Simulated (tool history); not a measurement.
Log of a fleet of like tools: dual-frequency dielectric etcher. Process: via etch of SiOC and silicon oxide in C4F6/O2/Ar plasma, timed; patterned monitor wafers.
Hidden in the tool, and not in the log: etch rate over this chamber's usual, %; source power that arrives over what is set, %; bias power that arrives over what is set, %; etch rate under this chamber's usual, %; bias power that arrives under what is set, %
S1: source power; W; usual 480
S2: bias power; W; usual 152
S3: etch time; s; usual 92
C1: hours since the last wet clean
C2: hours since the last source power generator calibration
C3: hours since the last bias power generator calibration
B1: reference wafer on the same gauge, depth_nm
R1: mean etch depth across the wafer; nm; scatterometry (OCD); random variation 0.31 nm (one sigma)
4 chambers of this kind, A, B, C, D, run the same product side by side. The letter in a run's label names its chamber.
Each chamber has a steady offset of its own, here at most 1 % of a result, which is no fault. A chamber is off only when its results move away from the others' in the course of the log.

-- hour=5.9 chamber A: source power generator calibrated
run 1B hour=11.8 | S1=480 S2=152 S3=92 | C1=447.9 C2=1022.4 C3=1915.1 | B1=99.999 | R1=104.74
run 2D hour=25.4 | S1=480 S2=152 S3=92 | C1=82.4 C2=2204.2 C3=97.4 | B1=100.01 | R1=105.62
run 3C hour=36.4 | S1=480 S2=152 S3=92 | C1=312.9 C2=774.3 C3=568.5 | B1=100.07 | R1=104.95
run 4A hour=50.3 | S1=480 S2=152 S3=92 | C1=393.3 C2=44.5 C3=2270.5 | B1=99.958 | R1=105.44
run 5C hour=62.6 | S1=480 S2=152 S3=92 | C1=339.1 C2=800.5 C3=594.7 | B1=99.999 | R1=105.44
run 6A hour=72.1 | S1=480 S2=152 S3=92 | C1=415.1 C2=66.3 C3=2292.3 | B1=100.02 | R1=106.27
run 7D hour=79.1 | S1=480 S2=152 S3=92 | C1=136.1 C2=2257.9 C3=151.1 | B1=99.993 | R1=105.26
run 8B hour=88.1 | S1=480 S2=152 S3=92 | C1=524.2 C2=1098.7 C3=1991.4 | B1=99.962 | R1=104.32
run 9B hour=97.1 | S1=480 S2=152 S3=92 | C1=533.2 C2=1107.7 C3=2000.4 | B1=100.04 | R1=104.98
-- hour=99.7 chamber A: wet clean of the chamber
run 10A hour=109.3 | S1=480 S2=152 S3=92 | C1=9.6 C2=103.5 C3=2329.5 | B1=99.997 | R1=105.9
run 11D hour=116.9 | S1=480 S2=152 S3=92 | C1=173.9 C2=2295.7 C3=188.9 | B1=100.02 | R1=104.89
run 12C hour=128.6 | S1=480 S2=152 S3=92 | C1=405.1 C2=866.5 C3=660.7 | B1=100.01 | R1=105.6
-- hour=130.4 chamber B: wet clean of the chamber
run 13D hour=136 | S1=480 S2=152 S3=92 | C1=193 C2=2314.8 C3=208 | B1=99.972 | R1=105.22
run 14C hour=144.7 | S1=480 S2=152 S3=92 | C1=421.2 C2=882.6 C3=676.8 | B1=100 | R1=105.51
run 15A hour=153.9 | S1=570 S2=136 S3=92 | C1=54.2 C2=148.1 C3=2374.1 | B1=99.927 | R1=108.85
run 16B hour=166.4 | S1=570 S2=136 S3=92 | C1=36 C2=1177 C3=2069.7 | B1=99.943 | R1=109.15
run 17D hour=174.8 | S1=570 S2=136 S3=92 | C1=231.8 C2=2353.6 C3=246.8 | B1=99.916 | R1=108.96
run 18A hour=185 | S1=570 S2=136 S3=92 | C1=85.3 C2=179.2 C3=2405.2 | B1=99.994 | R1=109
run 19B hour=192.6 | S1=480 S2=152 S3=92 | C1=62.2 C2=1203.2 C3=2095.9 | B1=99.941 | R1=105.33
run 20C hour=203.6 | S1=480 S2=152 S3=92 | C1=480.1 C2=941.5 C3=735.7 | B1=99.96 | R1=105.99
run 21C hour=212.4 | S1=480 S2=152 S3=92 | C1=488.9 C2=950.3 C3=744.5 | B1=99.963 | R1=105.44
run 22A hour=223.1 | S1=480 S2=152 S3=92 | C1=123.4 C2=217.3 C3=2443.3 | B1=100.05 | R1=106.59
run 23B hour=229.8 | S1=480 S2=152 S3=92 | C1=99.4 C2=1240.4 C3=2133.1 | B1=100.03 | R1=104.29
run 24D hour=237.3 | S1=480 S2=152 S3=92 | C1=294.3 C2=2416.1 C3=309.3 | B1=99.955 | R1=105.53
run 25B hour=250.3 | S1=480 S2=152 S3=92 | C1=119.9 C2=1260.9 C3=2153.6 | B1=100.01 | R1=104.99
run 26C hour=262.9 | S1=480 S2=152 S3=92 | C1=539.4 C2=1000.8 C3=795 | B1=99.996 | R1=105.5
run 27A hour=269.3 | S1=480 S2=152 S3=92 | C1=169.6 C2=263.5 C3=2489.5 | B1=99.94 | R1=105.69
-- hour=280.1 chamber C: wet clean of the chamber
run 28D hour=282.4 | S1=480 S2=152 S3=92 | C1=339.4 C2=2461.2 C3=354.4 | B1=99.972 | R1=105.33
run 29B hour=288.6 | S1=480 S2=152 S3=92 | C1=158.2 C2=1299.2 C3=2191.9 | B1=100.07 | R1=104.76
run 30C hour=298.2 | S1=480 S2=152 S3=92 | C1=18.2 C2=1036.1 C3=830.3 | B1=99.951 | R1=105.22
run 31A hour=310.8 | S1=480 S2=152 S3=92 | C1=211.1 C2=305 C3=2531 | B1=99.968 | R1=105.78
run 32D hour=319.6 | S1=480 S2=152 S3=92 | C1=376.6 C2=2498.4 C3=391.6 | B1=99.955 | R1=105.37
run 33C hour=326.1 | S1=480 S2=152 S3=92 | C1=46.1 C2=1064 C3=858.2 | B1=100.1 | R1=105.89

Is one chamber off against the others, does the gauge drift, or is nothing wrong? If a chamber is off, say which, and what the likeliest cause is.

No chamber stands off beyond its own small offset, and the gauge holds steady.
